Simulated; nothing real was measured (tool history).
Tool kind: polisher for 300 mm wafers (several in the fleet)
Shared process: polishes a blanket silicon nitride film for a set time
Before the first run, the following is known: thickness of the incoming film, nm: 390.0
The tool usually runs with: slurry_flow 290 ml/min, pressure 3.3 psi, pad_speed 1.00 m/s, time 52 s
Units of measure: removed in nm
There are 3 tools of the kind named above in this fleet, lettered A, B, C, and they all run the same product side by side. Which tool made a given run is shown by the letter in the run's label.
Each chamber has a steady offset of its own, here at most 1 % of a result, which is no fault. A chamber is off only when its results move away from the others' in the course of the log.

| run | hour | slurry_flow | pressure | pad_speed | time | removed |
|---|---|---|---|---|---|---|
| 1B | 11.1 | 290 | 3.3 | 1.00 | 52 | 90.554 |
|  | 17.6 | chamber B: slurry nozzle cleaned |
| 2C | 22.4 | 290 | 3.3 | 1.00 | 52 | 89.778 |
|  | 29.3 | chamber C: worn pad replaced by a new one |
| 3A | 35.2 | 290 | 3.3 | 1.00 | 52 | 90.011 |
|  | 39.8 | chamber B: head pressure recalibrated |
| 4B | 49.7 | 290 | 3.3 | 1.00 | 52 | 88.120 |
| 5C | 58.4 | 290 | 3.3 | 1.00 | 52 | 87.379 |
|  | 59.8 | chamber B: worn pad replaced by a new one |
|  | 60.6 | chamber A: slurry nozzle cleaned |
| 6A | 72.9 | 290 | 3.3 | 1.00 | 52 | 88.447 |
|  | 85.7 | chamber C: slurry nozzle cleaned |
| 7B | 86.9 | 290 | 3.3 | 1.00 | 52 | 89.701 |
| 8A | 94.6 | 290 | 3.3 | 1.00 | 52 | 90.652 |
| 9C | 101.9 | 290 | 3.3 | 1.00 | 52 | 89.007 |
| 10C | 113.6 | 290 | 3.3 | 1.00 | 52 | 89.124 |
| 11B | 122.6 | 290 | 3.3 | 1.00 | 52 | 88.580 |
| 12A | 131.0 | 290 | 3.3 | 1.00 | 52 | 88.881 |
|  | 135.4 | chamber C: worn pad replaced by a new one |
| 13A | 141.4 | 290 | 3.3 | 1.24 | 52 | 106.880 |
| 14C | 150.4 | 290 | 3.3 | 1.24 | 52 | 106.790 |
|  | 154.1 | chamber B: worn pad replaced by a new one |
|  | 159.6 | chamber A: worn pad replaced by a new one |
| 15B | 161.1 | 290 | 3.3 | 1.24 | 52 | 106.410 |
| 16A | 169.8 | 290 | 3.3 | 1.00 | 52 | 86.811 |
| 17B | 178.1 | 290 | 3.3 | 1.00 | 52 | 91.423 |
| 18C | 189.7 | 290 | 3.3 | 1.00 | 52 | 87.046 |
| 19C | 199.3 | 290 | 3.3 | 1.00 | 52 | 88.253 |
| 20B | 213.7 | 290 | 3.3 | 1.00 | 52 | 90.159 |
| 21A | 225.5 | 290 | 3.3 | 1.00 | 52 | 89.233 |
| 22A | 234.3 | 290 | 3.3 | 1.00 | 52 | 91.201 |
| 23C | 248.3 | 290 | 3.3 | 1.00 | 52 | 87.781 |

What goes on in this fleet: one chamber off, a drifting gauge, or nothing beyond the chambers' own small offsets? Name the chamber and the cause, if any.

Nothing is wrong: each chamber keeps only its own small, steady offset and the gauge holds still.
